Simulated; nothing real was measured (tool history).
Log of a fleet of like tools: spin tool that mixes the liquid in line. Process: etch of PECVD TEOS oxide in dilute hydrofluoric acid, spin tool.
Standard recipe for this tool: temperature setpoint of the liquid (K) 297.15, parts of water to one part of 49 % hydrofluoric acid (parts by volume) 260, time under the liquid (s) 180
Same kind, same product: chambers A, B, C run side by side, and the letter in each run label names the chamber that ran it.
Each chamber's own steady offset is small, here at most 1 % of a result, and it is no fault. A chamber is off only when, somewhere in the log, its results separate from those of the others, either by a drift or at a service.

| run | hour | temperature setpoint of the liquid (K) | parts of water to one part of 49 % hydrofluoric acid (parts by volume) | time under the liquid (s) | read-back film thickness of the PECVD TEOS oxide reference wafer, read on the same gauge (nm) | thickness taken off the PECVD TEOS oxide on a monitor wafer (angstrom) |
|---|---|---|---|---|---|---|
|  | 3.4 | chamber A: thermometer replaced |
| 1B | 11.2 | 297.15 | 260 | 180 | 49.995 | 59.297 |
| 2C | 18.9 | 297.15 | 260 | 180 | 50.007 | 58.535 |
| 3A | 30.2 | 297.15 | 260 | 180 | 49.996 | 58.891 |
| 4C | 44.4 | 297.15 | 260 | 180 | 49.997 | 58.199 |
| 5B | 55.2 | 297.15 | 260 | 90 | 50.016 | 29.500 |
| 6A | 63.0 | 297.15 | 260 | 90 | 50.015 | 29.454 |
| 7C | 75.2 | 297.15 | 260 | 90 | 49.992 | 29.266 |
| 8A | 83.7 | 297.15 | 260 | 180 | 49.990 | 58.993 |
|  | 93.7 | chamber C: hydrofluoric acid flow meter replaced |
| 9B | 95.9 | 297.15 | 260 | 180 | 50.007 | 59.032 |
| 10C | 109.3 | 297.15 | 260 | 180 | 49.983 | 58.152 |
| 11B | 115.5 | 297.15 | 260 | 180 | 49.994 | 58.851 |
| 12A | 127.7 | 297.15 | 260 | 180 | 49.995 | 59.748 |
| 13A | 138.8 | 297.15 | 260 | 180 | 50.018 | 59.227 |
| 14C | 151.5 | 297.15 | 260 | 180 | 49.986 | 56.802 |
| 15B | 163.2 | 297.15 | 260 | 180 | 50.000 | 59.183 |
| 16B | 177.1 | 297.15 | 260 | 180 | 50.011 | 59.009 |
| 17A | 189.8 | 301.65 | 260 | 235 | 49.991 | 91.545 |
| 18C | 198.2 | 301.65 | 260 | 235 | 50.003 | 82.056 |
| 19B | 206.3 | 301.65 | 260 | 235 | 49.975 | 89.244 |
| 20A | 212.8 | 297.15 | 260 | 180 | 49.993 | 59.416 |
| 21C | 220.9 | 297.15 | 260 | 180 | 50.004 | 54.403 |

All chambers now run identical settings, listed one chamber a line with results as question marks. What results will each chamber show?
| 22A | 231.3 | 297.15 | 135 | 180 |  | ? |
| 22B | 231.3 | 297.15 | 135 | 180 |  | ? |
| 22C | 231.3 | 297.15 | 135 | 180 |  | ? |

| run | thickness taken off the PECVD TEOS oxide on a monitor wafer (angstrom) |
|---|---|
| 22A | 129.170 |
| 22B | 129.110 |
| 22C | 119.490 |
